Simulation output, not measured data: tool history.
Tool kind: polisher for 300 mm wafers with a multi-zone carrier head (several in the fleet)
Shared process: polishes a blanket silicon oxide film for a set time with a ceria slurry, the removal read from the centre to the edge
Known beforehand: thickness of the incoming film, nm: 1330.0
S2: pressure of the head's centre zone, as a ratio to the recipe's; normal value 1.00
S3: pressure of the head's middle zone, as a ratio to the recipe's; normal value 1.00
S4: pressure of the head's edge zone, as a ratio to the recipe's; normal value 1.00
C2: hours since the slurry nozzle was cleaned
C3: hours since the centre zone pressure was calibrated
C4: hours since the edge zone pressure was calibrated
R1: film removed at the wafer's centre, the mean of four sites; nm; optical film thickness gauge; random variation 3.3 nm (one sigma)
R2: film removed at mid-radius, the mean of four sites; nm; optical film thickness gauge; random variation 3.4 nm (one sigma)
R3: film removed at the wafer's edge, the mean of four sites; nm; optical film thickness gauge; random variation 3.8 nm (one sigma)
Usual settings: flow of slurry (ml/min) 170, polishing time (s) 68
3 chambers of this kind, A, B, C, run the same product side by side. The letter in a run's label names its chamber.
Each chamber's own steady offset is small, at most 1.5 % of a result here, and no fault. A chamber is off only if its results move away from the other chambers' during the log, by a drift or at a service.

Run 1B, day 0.512: usual settings; wafers polished on this pad 618; C2 530.6; C3 967.8; C4 392.5. Result: R1 260.15 nm, R2 254.94 nm, R3 257.36 nm.
Run 2C, day 1.142: usual settings; wafers polished on this pad 1052; C2 210.2; C3 196.8; C4 1101.5. Result: R1 263.43 nm, R2 260.88 nm, R3 254.58 nm.
At day 1.362: chamber C: worn pad replaced by a new one.
Run 3A, day 1.450: usual settings; wafers polished on this pad 1339; C2 357.0; C3 254.4; C4 216.7. Result: R1 258.28 nm, R2 254.22 nm, R3 252.37 nm.
Run 4A, day 1.750: usual settings; wafers polished on this pad 1418; C2 364.2; C3 261.6; C4 223.9. Result: R1 265.86 nm, R2 263.12 nm, R3 264.89 nm.
At day 2.279: chamber A: worn pad replaced by a new one.
Run 5C, day 2.412: usual settings; wafers polished on this pad 277; C2 240.7; C3 227.3; C4 1132.0. Result: R1 263.49 nm, R2 258.70 nm, R3 259.43 nm.
Run 6B, day 2.712: usual settings; wafers polished on this pad 1198; C2 583.4; C3 1020.6; C4 445.3. Result: R1 254.33 nm, R2 255.97 nm, R3 253.90 nm.
At day 2.725: chamber B: worn pad replaced by a new one.
Run 7C, day 3.088: usual settings but S2 0.95, polishing time (s) 86; wafers polished on this pad 454; C2 256.9; C3 243.5; C4 1148.2. Result: R1 317.22 nm, R2 327.42 nm, R3 319.53 nm.
Run 8B, day 3.762: usual settings but S2 0.95, polishing time (s) 86; wafers polished on this pad 273; C2 608.6; C3 1045.8; C4 470.5. Result: R1 306.99 nm, R2 334.28 nm, R3 324.11 nm.
Run 9A, day 4.400: usual settings but S2 0.95, polishing time (s) 86; wafers polished on this pad 558; C2 427.8; C3 325.2; C4 287.5. Result: R1 312.66 nm, R2 324.67 nm, R3 328.84 nm.
Run 10C, day 4.862: usual settings; wafers polished on this pad 922; C2 299.5; C3 286.1; C4 1190.8. Result: R1 260.44 nm, R2 259.63 nm, R3 255.98 nm.
At day 5.321: chamber C: worn pad replaced by a new one.
Run 11A, day 5.400: usual settings; wafers polished on this pad 822; C2 451.8; C3 349.2; C4 311.5. Result: R1 265.72 nm, R2 262.11 nm, R3 256.58 nm.
Run 12B, day 5.704: usual settings; wafers polished on this pad 785; C2 655.2; C3 1092.4; C4 517.1. Result: R1 258.82 nm, R2 256.81 nm, R3 260.87 nm.
Run 13B, day 6.025: usual settings; wafers polished on this pad 870; C2 662.9; C3 1100.1; C4 524.8. Result: R1 253.85 nm, R2 259.47 nm, R3 261.13 nm.
Run 14C, day 6.575: usual settings but S4 1.09; wafers polished on this pad 331; C2 340.6; C3 327.2; C4 1231.9. Result: R1 256.14 nm, R2 260.94 nm, R3 274.23 nm.
Run 15A, day 7.062: usual settings but S4 1.09; wafers polished on this pad 1260; C2 491.7; C3 389.1; C4 351.4. Result: R1 264.87 nm, R2 261.91 nm, R3 273.22 nm.
At day 7.092: chamber C: slurry nozzle cleaned.
At day 7.462: chamber B: worn pad replaced by a new one.
Run 16B, day 7.521: usual settings but S4 1.09; wafers polished on this pad 15; C2 698.8; C3 1136.0; C4 560.7. Result: R1 254.21 nm, R2 266.33 nm, R3 263.90 nm.
At day 7.675: chamber A: worn pad replaced by a new one.
Run 17A, day 8.038: usual settings; wafers polished on this pad 96; C2 515.1; C3 412.5; C4 374.8. Result: R1 263.33 nm, R2 263.29 nm, R3 262.81 nm.
Run 18C, day 8.625: usual settings; wafers polished on this pad 871; C2 36.8; C3 376.4; C4 1281.1. Result: R1 263.43 nm, R2 262.11 nm, R3 261.33 nm.
Run 19A, day 9.104: usual settings but flow of slurry (ml/min) 200, S2 1.04; wafers polished on this pad 377; C2 540.7; C3 438.1; C4 400.4. Result: R1 283.11 nm, R2 265.64 nm, R3 262.52 nm.
Run 20B, day 9.533: usual settings but flow of slurry (ml/min) 200, S2 1.04; wafers polished on this pad 545; C2 747.1; C3 1184.3; C4 609.0. Result: R1 275.03 nm, R2 275.02 nm, R3 263.04 nm.
At day 9.625: chamber C: worn pad replaced by a new one.
Run 21C, day 10.004: usual settings but flow of slurry (ml/min) 200, S2 1.04; wafers polished on this pad 100; C2 69.9; C3 409.5; C4 1314.2. Result: R1 283.13 nm, R2 260.93 nm, R3 263.89 nm.
At day 10.312: chamber B: slurry nozzle cleaned.
At day 10.433: chamber A: edge zone pressure recalibrated.
Run 22B, day 10.592: usual settings; wafers polished on this pad 824; C2 6.7; C3 1209.7; C4 634.4. Result: R1 263.91 nm, R2 258.28 nm, R3 248.96 nm.
Run 23C, day 10.942: usual settings; wafers polished on this pad 347; C2 92.4; C3 432.0; C4 1336.7. Result: R1 259.50 nm, R2 258.88 nm, R3 257.83 nm.
Run 24A, day 11.425: usual settings; wafers polished on this pad 988; C2 596.4; C3 493.8; C4 23.8. Result: R1 262.90 nm, R2 259.04 nm, R3 259.03 nm.
At day 11.429: chamber B: worn pad replaced by a new one.
Run 25B, day 11.812: usual settings; wafers polished on this pad 101; C2 36.0; C3 1239.0; C4 663.7. Result: R1 257.56 nm, R2 261.03 nm, R3 258.62 nm.
Run 26A, day 12.204: usual settings; wafers polished on this pad 1193; C2 615.1; C3 512.5; C4 42.5. Result: R1 260.97 nm, R2 262.07 nm, R3 262.72 nm.
At day 12.812: chamber C: edge zone pressure recalibrated.
At day 12.833: chamber A: slurry nozzle cleaned.
Run 27C, day 12.846: usual settings; wafers polished on this pad 849; C2 138.1; C3 477.7; C4 0.8. Result: R1 265.12 nm, R2 255.13 nm, R3 259.62 nm.
At day 13.071: chamber B: centre zone pressure recalibrated.
Run 28A, day 13.417: usual settings; wafers polished on this pad 1513; C2 14.1; C3 541.6; C4 71.6. Result: R1 263.64 nm, R2 263.28 nm, R3 256.57 nm.
Run 29B, day 13.771: usual settings; wafers polished on this pad 617; C2 83.0; C3 16.9; C4 710.7. Result: R1 258.26 nm, R2 258.43 nm, R3 261.77 nm.
At day 13.942: chamber A: worn pad replaced by a new one.
Run 30C, day 14.100: usual settings but flow of slurry (ml/min) 195, S3 0.92; wafers polished on this pad 1179; C2 168.2; C3 507.8; C4 30.9. Result: R1 273.87 nm, R2 241.82 nm, R3 266.57 nm.
At day 14.354: chamber C: worn pad replaced by a new one.
Run 31C, day 14.567: usual settings but flow of slurry (ml/min) 195, S3 0.92; wafers polished on this pad 56; C2 179.4; C3 519.0; C4 42.1. Result: R1 264.74 nm, R2 247.15 nm, R3 264.24 nm.
Run 32B, day 15.092: usual settings but flow of slurry (ml/min) 195, S3 0.92; wafers polished on this pad 965; C2 114.7; C3 48.6; C4 742.4. Result: R1 265.08 nm, R2 245.63 nm, R3 257.53 nm.
At day 15.129: chamber B: worn pad replaced by a new one.
Run 33A, day 15.746: usual settings; wafers polished on this pad 476; C2 70.0; C3 597.5; C4 127.5. Result: R1 264.06 nm, R2 259.98 nm, R3 257.88 nm.
Run 34C, day 16.046: usual settings but S2 0.92, S3 1.10; wafers polished on this pad 446; C2 214.9; C3 554.5; C4 77.6. Result: R1 238.66 nm, R2 277.53 nm, R3 258.84 nm.
Run 35B, day 16.562: usual settings but S2 0.92, S3 1.10; wafers polished on this pad 378; C2 150.0; C3 83.9; C4 777.7. Result: R1 236.23 nm, R2 282.72 nm, R3 253.87 nm.
Run 36A, day 17.004: usual settings but S2 0.92, S3 1.10; wafers polished on this pad 807; C2 100.2; C3 627.7; C4 157.7. Result: R1 242.23 nm, R2 286.99 nm, R3 260.94 nm.
Run 37C, day 17.442: usual settings; wafers polished on this pad 813; C2 248.4; C3 588.0; C4 111.1. Result: R1 258.84 nm, R2 262.28 nm, R3 255.83 nm.
Run 38A, day 17.883: usual settings; wafers polished on this pad 1039; C2 121.3; C3 648.8; C4 178.8. Result: R1 263.84 nm, R2 261.27 nm, R3 256.43 nm.
Run 39B, day 18.279: usual settings; wafers polished on this pad 830; C2 191.2; C3 125.1; C4 818.9. Result: R1 253.44 nm, R2 259.90 nm, R3 252.22 nm.
At day 18.833: chamber B: worn pad replaced by a new one.
Run 40A, day 18.925: usual settings; wafers polished on this pad 1313; C2 146.3; C3 673.8; C4 203.8. Result: R1 261.85 nm, R2 262.90 nm, R3 260.09 nm.
At day 19.058: chamber C: worn pad replaced by a new one.
At day 19.096: chamber C: slurry nozzle cleaned.
At day 19.179: chamber A: worn pad replaced by a new one.
Run 41C, day 19.496: usual settings; wafers polished on this pad 116; C2 9.7; C3 637.3; C4 160.4. Result: R1 262.92 nm, R2 254.41 nm, R3 260.69 nm.
Run 42B, day 20.092: usual settings but polishing time (s) 85; wafers polished on this pad 332; C2 234.7; C3 168.6; C4 862.4. Result: R1 321.81 nm, R2 328.22 nm, R3 323.26 nm.
Run 43A, day 20.400: usual settings but polishing time (s) 85; wafers polished on this pad 322; C2 181.7; C3 709.2; C4 239.2. Result: R1 329.29 nm, R2 330.30 nm, R3 325.84 nm.
Run 44C, day 21.017: usual settings but polishing time (s) 85; wafers polished on this pad 516; C2 46.2; C3 673.8; C4 196.9. Result: R1 330.13 nm, R2 331.47 nm, R3 316.85 nm.

Does one chamber stand apart from the rest, does the shared gauge drift, or is all well apart from small per-chamber offsets? Give the chamber and the most likely cause, where there is one.

No chamber is off and the gauge is stable; the differences are just each chamber's small, constant offset.
